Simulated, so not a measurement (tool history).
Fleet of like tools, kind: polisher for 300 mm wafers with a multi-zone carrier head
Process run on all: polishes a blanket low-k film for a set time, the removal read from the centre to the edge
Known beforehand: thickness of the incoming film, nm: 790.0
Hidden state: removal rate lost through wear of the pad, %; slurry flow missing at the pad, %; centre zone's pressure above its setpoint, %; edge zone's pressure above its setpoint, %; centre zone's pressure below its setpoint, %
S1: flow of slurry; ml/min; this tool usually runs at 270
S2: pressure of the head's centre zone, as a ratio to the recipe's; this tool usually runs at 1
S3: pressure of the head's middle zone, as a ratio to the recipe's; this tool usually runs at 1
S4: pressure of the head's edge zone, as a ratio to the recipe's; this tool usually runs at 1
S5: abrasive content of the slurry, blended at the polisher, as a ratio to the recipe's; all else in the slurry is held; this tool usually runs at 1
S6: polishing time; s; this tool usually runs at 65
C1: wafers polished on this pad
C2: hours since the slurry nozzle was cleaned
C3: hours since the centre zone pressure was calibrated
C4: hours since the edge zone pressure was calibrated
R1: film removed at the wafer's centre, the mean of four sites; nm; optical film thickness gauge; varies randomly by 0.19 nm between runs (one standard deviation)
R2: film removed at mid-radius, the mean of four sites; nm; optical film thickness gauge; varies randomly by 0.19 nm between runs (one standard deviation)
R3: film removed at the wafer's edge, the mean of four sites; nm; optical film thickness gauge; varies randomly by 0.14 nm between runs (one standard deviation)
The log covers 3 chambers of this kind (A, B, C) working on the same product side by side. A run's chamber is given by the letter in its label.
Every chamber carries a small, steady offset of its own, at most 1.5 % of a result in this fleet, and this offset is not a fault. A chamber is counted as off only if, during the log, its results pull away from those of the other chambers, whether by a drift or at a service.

At day 0.121: chamber C: worn pad replaced by a new one.
Run 1A, day 0.279: usual settings; C1 281; C2 20.1; C3 1026.5; C4 803.6. Result: R1 17.327 nm, R2 17.377 nm, R3 17.468 nm.
Run 2C, day 0.692: usual settings; C1 107; C2 205.2; C3 928.1; C4 782.4. Result: R1 17.285 nm, R2 17.094 nm, R3 17.269 nm.
At day 0.929: chamber A: centre zone pressure recalibrated.
Run 3B, day 1.267: usual settings; C1 850; C2 49.2; C3 983.5; C4 699.3. Result: R1 17.075 nm, R2 16.779 nm, R3 16.83 nm.
Run 4C, day 1.592: usual settings; C1 274; C2 226.8; C3 949.7; C4 804. Result: R1 17.017 nm, R2 16.934 nm, R3 16.999 nm.
At day 2.033: chamber B: worn pad replaced by a new one.
Run 5A, day 2.183: usual settings but S2 0.91, S6 84 s; C1 636; C2 65.8; C3 30.1; C4 849.3. Result: R1 20.118 nm, R2 22.384 nm, R3 22.413 nm.
Run 6B, day 2.604: usual settings but S2 0.91, S6 84 s; C1 106; C2 81.3; C3 1015.6; C4 731.4. Result: R1 20.408 nm, R2 22.014 nm, R3 22.314 nm.
Run 7C, day 2.925: usual settings but S2 0.91, S6 84 s; C1 523; C2 258.8; C3 981.7; C4 836. Result: R1 19.46 nm, R2 22.044 nm, R3 22.244 nm.
At day 3.112: chamber C: worn pad replaced by a new one.
Run 8A, day 3.471: usual settings; C1 876; C2 96.7; C3 61; C4 880.2. Result: R1 17.206 nm, R2 17.638 nm, R3 17.065 nm.
Run 9B, day 4.017: usual settings; C1 370; C2 115.2; C3 1049.5; C4 765.3. Result: R1 17.103 nm, R2 17.17 nm, R3 16.997 nm.
Run 10A, day 4.567: usual settings; C1 1081; C2 123; C3 87.3; C4 906.5. Result: R1 17.213 nm, R2 16.912 nm, R3 17.235 nm.
At day 4.608: chamber C: slurry nozzle cleaned.
Run 11B, day 5.067: usual settings; C1 566; C2 140.4; C3 1074.7; C4 790.5. Result: R1 16.919 nm, R2 16.863 nm, R3 17.063 nm.
Run 12C, day 5.421: usual settings; C1 431; C2 19.6; C3 1041.6; C4 895.9. Result: R1 16.611 nm, R2 17.219 nm, R3 17.385 nm.
Run 13B, day 5.933: usual settings; C1 727; C2 161.2; C3 1095.5; C4 811.3. Result: R1 16.733 nm, R2 17.208 nm, R3 16.929 nm.
At day 6.05: chamber A: worn pad replaced by a new one.
Run 14C, day 6.383: usual settings; C1 610; C2 42.7; C3 1064.7; C4 919. Result: R1 16.631 nm, R2 17.389 nm, R3 16.937 nm.
At day 6.592: chamber C: worn pad replaced by a new one.
Run 15A, day 7.004: usual settings; C1 178; C2 181.5; C3 145.8; C4 965. Result: R1 17.205 nm, R2 17.029 nm, R3 17.397 nm.
At day 7.154: chamber B: worn pad replaced by a new one.
At day 7.471: chamber B: centre zone pressure recalibrated.
Run 16C, day 7.575: usual settings but S2 0.95, S6 85 s; C1 183; C2 71.3; C3 1093.3; C4 947.6. Result: R1 20.168 nm, R2 22.86 nm, R3 22.668 nm.
Run 17B, day 7.958: usual settings but S2 0.95, S6 85 s; C1 150; C2 209.8; C3 11.7; C4 859.9. Result: R1 21.163 nm, R2 23.196 nm, R3 22.183 nm.
Run 18A, day 8.338: usual settings but S2 0.95, S6 85 s; C1 426; C2 213.5; C3 177.8; C4 997. Result: R1 21.335 nm, R2 22.585 nm, R3 22.384 nm.
Run 19C, day 8.808: usual settings but S4 1.04, S5 1.2; C1 414; C2 100.9; C3 1122.9; C4 977.2. Result: R1 17.753 nm, R2 18.618 nm, R3 18.713 nm.
Run 20A, day 9.2: usual settings but S4 1.04, S5 1.2; C1 587; C2 234.2; C3 198.5; C4 1017.7. Result: R1 18.707 nm, R2 18.579 nm, R3 18.907 nm.
Run 21B, day 9.5: usual settings but S4 1.04, S5 1.2; C1 438; C2 246.8; C3 48.7; C4 896.9. Result: R1 18.693 nm, R2 18.522 nm, R3 18.852 nm.
At day 9.838: chamber C: worn pad replaced by a new one.
Run 22B, day 10.062: usual settings; C1 543; C2 260.3; C3 62.2; C4 910.4. Result: R1 17.014 nm, R2 17.257 nm, R3 17.083 nm.
Run 23A, day 10.454: usual settings; C1 822; C2 264.3; C3 228.6; C4 1047.8. Result: R1 17.07 nm, R2 17.412 nm, R3 17.417 nm.
Run 24C, day 11.058: usual settings; C1 227; C2 154.9; C3 1176.9; C4 1031.2. Result: R1 16.191 nm, R2 17.284 nm, R3 16.989 nm.

Next, every chamber runs the same settings. What will each give?
Run 25A, day 11.504: usual settings. Result: R1 ?, R2 ?, R3 ?.
Run 25B, day 11.504: usual settings. Result: R1 ?, R2 ?, R3 ?.
Run 25C, day 11.504: usual settings. Result: R1 ?, R2 ?, R3 ?.

run      R1      R2      R3
25A  16.981  17.275   17.15
25B   17.32  17.229  16.896
25C  15.932   16.74   17.07
